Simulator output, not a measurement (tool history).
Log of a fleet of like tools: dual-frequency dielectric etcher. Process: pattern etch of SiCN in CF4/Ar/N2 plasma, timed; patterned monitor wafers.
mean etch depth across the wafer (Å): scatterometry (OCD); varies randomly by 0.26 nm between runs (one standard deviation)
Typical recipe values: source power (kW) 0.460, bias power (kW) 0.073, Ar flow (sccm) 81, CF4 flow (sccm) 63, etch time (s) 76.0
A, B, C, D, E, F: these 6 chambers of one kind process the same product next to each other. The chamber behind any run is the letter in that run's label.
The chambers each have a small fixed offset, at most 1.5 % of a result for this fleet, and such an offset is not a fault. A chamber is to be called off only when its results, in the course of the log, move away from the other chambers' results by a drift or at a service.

| run | hour | source power (kW) | bias power (kW) | Ar flow (sccm) | CF4 flow (sccm) | etch time (s) | read-back reference wafer on the same gauge, depth_nm | mean etch depth across the wafer (Å) |
|---|---|---|---|---|---|---|---|---|
| 1D | 2.3 | 0.460 | 0.073 | 81 | 63 | 76.0 | 56.670 | 680.05 |
| 2F | 6.7 | 0.460 | 0.073 | 81 | 63 | 76.0 | 56.658 | 687.81 |
| 3E | 10.4 | 0.460 | 0.073 | 81 | 63 | 76.0 | 56.738 | 687.07 |
| 4C | 14.8 | 0.460 | 0.073 | 81 | 63 | 76.0 | 56.647 | 680.13 |
| 5B | 17.6 | 0.460 | 0.073 | 81 | 63 | 76.0 | 56.742 | 684.74 |
| 6A | 21.6 | 0.460 | 0.073 | 81 | 63 | 76.0 | 56.749 | 685.57 |
| 7F | 25.9 | 0.460 | 0.073 | 81 | 63 | 76.0 | 56.679 | 690.24 |
| 8D | 29.1 | 0.460 | 0.073 | 81 | 63 | 76.0 | 56.713 | 678.66 |
| 9E | 33.3 | 0.460 | 0.073 | 81 | 63 | 76.0 | 56.708 | 689.46 |
| 10B | 36.5 | 0.460 | 0.073 | 81 | 63 | 76.0 | 56.686 | 684.99 |
| 11A | 39.2 | 0.460 | 0.073 | 81 | 63 | 76.0 | 56.699 | 689.19 |
|  | 39.7 | chamber B: Ar flow controller replaced |
| 12C | 43.4 | 0.520 | 0.073 | 81 | 63 | 65.5 | 56.661 | 653.21 |
| 13C | 47.3 | 0.520 | 0.073 | 81 | 63 | 65.5 | 56.687 | 649.24 |
| 14A | 50.5 | 0.520 | 0.073 | 81 | 63 | 65.5 | 56.703 | 654.07 |
| 15F | 53.5 | 0.520 | 0.073 | 81 | 63 | 65.5 | 56.652 | 659.88 |
| 16D | 56.5 | 0.520 | 0.073 | 81 | 63 | 65.5 | 56.697 | 656.30 |
| 17E | 58.7 | 0.520 | 0.073 | 81 | 63 | 65.5 | 56.674 | 659.65 |
| 18B | 61.8 | 0.460 | 0.073 | 81 | 63 | 76.0 | 56.681 | 684.95 |
| 19D | 66.4 | 0.460 | 0.073 | 81 | 63 | 76.0 | 56.721 | 680.91 |
| 20F | 70.5 | 0.460 | 0.073 | 81 | 63 | 76.0 | 56.708 | 688.19 |
| 21A | 75.3 | 0.460 | 0.073 | 81 | 63 | 76.0 | 56.682 | 687.05 |
| 22C | 78.0 | 0.460 | 0.073 | 81 | 63 | 76.0 | 56.719 | 677.54 |
| 23E | 82.1 | 0.390 | 0.073 | 81 | 63 | 76.0 | 56.607 | 592.81 |
| 24B | 84.6 | 0.390 | 0.073 | 81 | 63 | 76.0 | 56.675 | 592.13 |
| 25B | 86.9 | 0.390 | 0.073 | 81 | 63 | 76.0 | 56.737 | 593.53 |
| 26A | 90.5 | 0.390 | 0.073 | 81 | 63 | 76.0 | 56.654 | 591.31 |
| 27F | 94.9 | 0.390 | 0.073 | 81 | 63 | 76.0 | 56.711 | 598.26 |
| 28C | 99.5 | 0.390 | 0.073 | 81 | 63 | 76.0 | 56.715 | 589.23 |
| 29D | 103.9 | 0.460 | 0.073 | 81 | 63 | 76.0 | 56.650 | 677.55 |
| 30E | 108.3 | 0.460 | 0.073 | 81 | 63 | 76.0 | 56.712 | 689.92 |
| 31F | 111.5 | 0.460 | 0.073 | 81 | 63 | 76.0 | 56.700 | 689.14 |
| 32A | 114.6 | 0.460 | 0.073 | 81 | 63 | 76.0 | 56.684 | 682.11 |
| 33E | 117.6 | 0.460 | 0.073 | 100 | 63 | 67.5 | 56.668 | 592.34 |
| 34B | 122.1 | 0.460 | 0.073 | 100 | 63 | 67.5 | 56.699 | 589.98 |
| 35C | 124.4 | 0.460 | 0.073 | 100 | 63 | 67.5 | 56.692 | 587.18 |
| 36D | 128.8 | 0.460 | 0.073 | 100 | 63 | 67.5 | 56.687 | 584.97 |
| 37A | 131.7 | 0.460 | 0.073 | 100 | 63 | 67.5 | 56.730 | 589.20 |
| 38E | 134.3 | 0.460 | 0.073 | 100 | 63 | 67.5 | 56.722 | 594.14 |

Read the log: is a single chamber off, either drifting away or since a service, is the gauge that measures every chamber drifting, or is nothing wrong beyond small per-chamber offsets? Name any odd chamber and what most likely caused it.

Nothing is wrong: each chamber keeps only its own small, steady offset and the gauge holds still.

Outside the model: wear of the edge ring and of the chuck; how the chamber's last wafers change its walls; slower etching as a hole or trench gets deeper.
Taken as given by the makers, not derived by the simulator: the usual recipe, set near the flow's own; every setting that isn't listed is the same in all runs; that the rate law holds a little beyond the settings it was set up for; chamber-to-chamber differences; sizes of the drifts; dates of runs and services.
